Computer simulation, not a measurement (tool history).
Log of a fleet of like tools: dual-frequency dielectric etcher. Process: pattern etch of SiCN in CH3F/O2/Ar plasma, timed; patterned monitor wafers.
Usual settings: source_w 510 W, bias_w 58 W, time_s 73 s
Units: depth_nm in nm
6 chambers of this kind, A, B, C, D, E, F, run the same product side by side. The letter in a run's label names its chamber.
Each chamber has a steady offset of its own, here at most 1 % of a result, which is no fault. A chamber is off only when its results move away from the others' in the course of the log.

| run | hour | source_w | bias_w | time_s | hours since the last wet clean | hours since the last source power generator calibration | hours since the last bias power generator calibration | read-back reference wafer on the same gauge, depth_nm | depth_nm |
|---|---|---|---|---|---|---|---|---|---|
| 1F | 7 | 510 | 58 | 73 | 293 | 261.4 | 3076.5 | 26.168 | 27.551 |
| 2A | 12.8 | 510 | 58 | 73 | 138.5 | 727.4 | 2494.4 | 26.19 | 27.702 |
|  | 19.5 | chamber B: wet clean of the chamber |
|  | 20.3 | chamber E: bias power generator calibrated |
| 3D | 22.7 | 510 | 58 | 73 | 115.7 | 489.7 | 1960.8 | 26.224 | 28.279 |
| 4C | 28.1 | 510 | 58 | 73 | 262 | 4234.7 | 607.1 | 26.21 | 27.942 |
| 5E | 37.5 | 620 | 58 | 73 | 330.8 | 1565.5 | 17.3 | 26.215 | 29.941 |
| 6B | 45 | 620 | 58 | 73 | 25.5 | 1639.2 | 2775.3 | 26.246 | 30.175 |
| 7D | 49.9 | 620 | 58 | 73 | 142.9 | 516.9 | 1988 | 26.234 | 30.373 |
| 8E | 55.1 | 620 | 58 | 73 | 348.4 | 1583.1 | 34.9 | 26.191 | 29.989 |
| 9A | 60.2 | 620 | 58 | 73 | 185.9 | 774.8 | 2541.8 | 26.197 | 29.881 |
| 10F | 67.1 | 620 | 58 | 73 | 353.1 | 321.5 | 3136.6 | 26.194 | 29.837 |
| 11B | 75.7 | 510 | 58 | 73 | 56.2 | 1669.9 | 2806 | 26.211 | 27.895 |
| 12C | 85.2 | 510 | 58 | 73 | 319.1 | 4291.8 | 664.2 | 26.209 | 27.991 |
| 13D | 93.6 | 510 | 58 | 73 | 186.6 | 560.6 | 2031.7 | 26.195 | 28.084 |
| 14A | 103.5 | 510 | 58 | 73 | 229.2 | 818.1 | 2585.1 | 26.187 | 27.748 |
| 15B | 113.9 | 510 | 58 | 73 | 94.4 | 1708.1 | 2844.2 | 26.206 | 28.134 |
| 16E | 121.6 | 510 | 58 | 73 | 414.9 | 1649.6 | 101.4 | 26.19 | 27.898 |
|  | 129.8 | chamber C: wet clean of the chamber |
| 17C | 130.1 | 510 | 58 | 73 | 0.4 | 4336.7 | 709.1 | 26.2 | 26.322 |
| 18F | 135.3 | 510 | 58 | 73 | 421.3 | 389.7 | 3204.8 | 26.245 | 27.776 |
| 19C | 142.5 | 510 | 58 | 73 | 12.8 | 4349.1 | 721.5 | 26.189 | 26.542 |
| 20E | 147.9 | 510 | 58 | 73 | 441.2 | 1675.9 | 127.7 | 26.223 | 27.736 |
| 21F | 154.2 | 510 | 58 | 73 | 440.2 | 408.6 | 3223.7 | 26.208 | 27.721 |
| 22A | 159.9 | 510 | 58 | 73 | 285.6 | 874.5 | 2641.5 | 26.199 | 27.819 |
| 23D | 166.2 | 510 | 58 | 73 | 259.2 | 633.2 | 2104.3 | 26.218 | 28.189 |
| 24B | 171.2 | 510 | 58 | 73 | 151.7 | 1765.4 | 2901.5 | 26.201 | 27.977 |
| 25C | 177.5 | 510 | 58 | 65 | 47.8 | 4384.1 | 756.5 | 26.208 | 23.428 |
| 26E | 187.8 | 510 | 58 | 65 | 481.1 | 1715.8 | 167.6 | 26.196 | 24.868 |
| 27A | 194.1 | 510 | 58 | 65 | 319.8 | 908.7 | 2675.7 | 26.201 | 24.646 |
| 28B | 203 | 510 | 58 | 65 | 183.5 | 1797.2 | 2933.3 | 26.175 | 25.04 |
|  | 207.3 | chamber F: wet clean of the chamber |
| 29F | 211.9 | 510 | 58 | 65 | 4.7 | 466.3 | 3281.4 | 26.196 | 24.788 |
| 30D | 221.6 | 510 | 58 | 65 | 314.6 | 688.6 | 2159.7 | 26.202 | 25.121 |
| 31A | 229.7 | 510 | 58 | 73 | 355.4 | 944.3 | 2711.3 | 26.179 | 27.71 |
| 32D | 236.5 | 510 | 58 | 73 | 329.5 | 703.5 | 2174.6 | 26.235 | 28.077 |
| 33C | 242.5 | 510 | 58 | 73 | 112.8 | 4449.1 | 821.5 | 26.225 | 26.283 |
| 34F | 251.3 | 510 | 58 | 73 | 44.1 | 505.7 | 3320.8 | 26.172 | 27.701 |
| 35E | 258.2 | 510 | 58 | 73 | 551.5 | 1786.2 | 238 | 26.182 | 27.94 |
| 36B | 267.6 | 510 | 58 | 73 | 248.1 | 1861.8 | 2997.9 | 26.223 | 27.856 |

Next, every chamber runs the same settings. What will each give?
| 37A | 275.3 | 510 | 58 | 73 |  |  |  |  | ? |
| 37B | 275.3 | 510 | 58 | 73 |  |  |  |  | ? |
| 37C | 275.3 | 510 | 58 | 73 |  |  |  |  | ? |
| 37D | 275.3 | 510 | 58 | 73 |  |  |  |  | ? |
| 37E | 275.3 | 510 | 58 | 73 |  |  |  |  | ? |
| 37F | 275.3 | 510 | 58 | 73 |  |  |  |  | ? |

| run | depth_nm |
|---|---|
| 37A | 27.625 |
| 37B | 27.979 |
| 37C | 26.389 |
| 37D | 28.307 |
| 37E | 27.814 |
| 37F | 27.644 |
